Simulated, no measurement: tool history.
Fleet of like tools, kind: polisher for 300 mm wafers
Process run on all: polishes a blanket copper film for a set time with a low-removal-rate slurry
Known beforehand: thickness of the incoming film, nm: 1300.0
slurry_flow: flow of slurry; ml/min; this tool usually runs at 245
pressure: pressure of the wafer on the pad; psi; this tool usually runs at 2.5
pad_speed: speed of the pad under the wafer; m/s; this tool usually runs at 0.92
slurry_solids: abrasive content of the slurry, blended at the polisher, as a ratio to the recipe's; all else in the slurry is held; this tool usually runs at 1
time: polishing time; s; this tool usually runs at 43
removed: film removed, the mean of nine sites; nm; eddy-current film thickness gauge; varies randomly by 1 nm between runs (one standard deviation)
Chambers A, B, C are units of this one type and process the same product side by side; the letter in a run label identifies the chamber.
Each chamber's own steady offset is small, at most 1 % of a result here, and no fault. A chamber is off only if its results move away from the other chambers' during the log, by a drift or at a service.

| run | hour | slurry_flow | pressure | pad_speed | slurry_solids | time | wafers polished on this pad | hours since the slurry nozzle was cleaned | hours since the head pressure was calibrated | hours since the slurry blender was calibrated | removed |
|---|---|---|---|---|---|---|---|---|---|---|---|
| 1C | 10.8 | 245 | 2.5 | 0.92 | 1 | 43 | 189 | 151.5 | 656.3 | 187.6 | 86.435 |
| 2A | 21.9 | 245 | 2.5 | 0.92 | 1 | 43 | 548 | 513.3 | 118.4 | 29.6 | 86.733 |
|  | 26.1 | chamber A: worn pad replaced by a new one |
| 3B | 32.9 | 245 | 2.5 | 0.92 | 1 | 43 | 598 | 375.1 | 179 | 276.2 | 83.916 |
| 4C | 38.4 | 245 | 2.5 | 0.92 | 1 | 43 | 552 | 179.1 | 683.9 | 215.2 | 86.491 |
| 5A | 47.2 | 245 | 2.5 | 0.92 | 1 | 43 | 278 | 538.6 | 143.7 | 54.9 | 86.111 |
|  | 50.6 | chamber B: worn pad replaced by a new one |
|  | 54.3 | chamber C: worn pad replaced by a new one |
|  | 58 | chamber B: slurry blender recalibrated |
| 6B | 58.3 | 245 | 2.5 | 0.92 | 1 | 43 | 102 | 400.5 | 204.4 | 0.4 | 85.587 |
| 7B | 69.8 | 245 | 2.5 | 0.92 | 1 | 43 | 253 | 412 | 215.9 | 11.9 | 86.255 |
| 8C | 79.2 | 245 | 2.5 | 0.92 | 1 | 43 | 328 | 219.9 | 724.7 | 256 | 86.06 |
|  | 79.9 | chamber A: worn pad replaced by a new one |
| 9A | 85.9 | 245 | 2.5 | 0.92 | 1 | 43 | 79 | 577.3 | 182.4 | 93.6 | 87.71 |
| 10A | 97.5 | 245 | 2.5 | 0.92 | 1 | 43 | 231 | 588.9 | 194 | 105.2 | 83.805 |
|  | 99.5 | chamber C: worn pad replaced by a new one |
| 11C | 102.6 | 245 | 2.5 | 0.92 | 1 | 43 | 41 | 243.3 | 748.1 | 279.4 | 87.648 |
|  | 103.5 | chamber B: worn pad replaced by a new one |
| 12B | 109.9 | 245 | 2.5 | 0.92 | 1 | 43 | 84 | 452.1 | 256 | 52 | 84.947 |
| 13B | 120.2 | 245 | 2.5 | 0.92 | 1 | 43 | 220 | 462.4 | 266.3 | 62.3 | 86.048 |
| 14A | 125.6 | 245 | 2.5 | 0.92 | 1 | 43 | 601 | 617 | 222.1 | 133.3 | 84.753 |
|  | 135.9 | chamber A: worn pad replaced by a new one |
| 15C | 136.2 | 245 | 2.5 | 0.92 | 1 | 43 | 484 | 276.9 | 781.7 | 313 | 83.2 |
|  | 137.7 | chamber A: slurry blender recalibrated |
| 16B | 142.8 | 245 | 2.5 | 0.92 | 1 | 43 | 518 | 485 | 288.9 | 84.9 | 86.698 |
|  | 146.4 | chamber C: worn pad replaced by a new one |
| 17C | 149.9 | 245 | 2.5 | 0.92 | 1 | 43 | 47 | 290.6 | 795.4 | 326.7 | 85.094 |
|  | 158.5 | chamber B: worn pad replaced by a new one |
| 18A | 159.4 | 245 | 2.5 | 0.92 | 1 | 43 | 309 | 650.8 | 255.9 | 21.7 | 84.67 |
| 19C | 164.8 | 245 | 2.5 | 0.92 | 1 | 43 | 243 | 305.5 | 810.3 | 341.6 | 82.217 |
|  | 166.6 | chamber A: slurry nozzle cleaned |
| 20B | 175.4 | 245 | 2.5 | 0.92 | 1.15 | 43 | 223 | 517.6 | 321.5 | 117.5 | 89.362 |
| 21A | 185.3 | 245 | 2.5 | 0.92 | 1.15 | 43 | 650 | 18.7 | 281.8 | 47.6 | 89.053 |
|  | 188.4 | chamber A: worn pad replaced by a new one |
| 22A | 194.5 | 245 | 2.5 | 0.92 | 1.15 | 43 | 81 | 27.9 | 291 | 56.8 | 89.552 |
|  | 195.4 | chamber C: worn pad replaced by a new one |
| 23B | 201.6 | 245 | 2.5 | 0.92 | 1 | 43 | 568 | 543.8 | 347.7 | 143.7 | 83.829 |
| 24C | 209.1 | 245 | 2.5 | 0.92 | 1 | 43 | 181 | 349.8 | 854.6 | 385.9 | 78.221 |
| 25B | 220.8 | 245 | 2.5 | 0.92 | 1 | 43 | 821 | 563 | 366.9 | 162.9 | 86.326 |

Does one chamber stand apart from the rest, does the shared gauge drift, or is all well apart from small per-chamber offsets? Give the chamber and the most likely cause, where there is one.

It is chamber C that slowly wanders off from its peers.
What lies behind it: head's pressure below its setpoint, % = 10.
The log may not separate it from: abrasive missing from the slurry, %.

Below are 4 candidate recipes for chamber C's next run, each the usual settings with a change, their results shown as question marks. Which of them brings C's results back in line with what the other chambers give on the usual settings?
In-line tolerance around the mean of the other chambers on the usual settings: removed 3.6 nm
| 26C-1 | 229.3 | 245 | 2.3 | 0.84 | 1 | 43 |  |  |  |  | ? |
| 26C-2 | 229.3 | 245 | 2.5 | 0.92 | 1.05 | 51 |  |  |  |  | ? |
| 26C-3 | 229.3 | 245 | 2.5 | 0.92 | 1 | 47 |  |  |  |  | ? |
| 26C-4 | 229.3 | 245 | 2.5 | 0.88 | 1 | 41 |  |  |  |  | ? |

Average result of the remaining chambers running the usual settings: removed 85.57 nm
| run | removed |
|---|---|
| 26C-1 | 66.192 |
| 26C-2 | 94.312 |
| 26C-3 | 85.997 |
| 26C-4 | 71.765 |
26C-3 is the one that brings the chamber's results back in line with the other chambers.
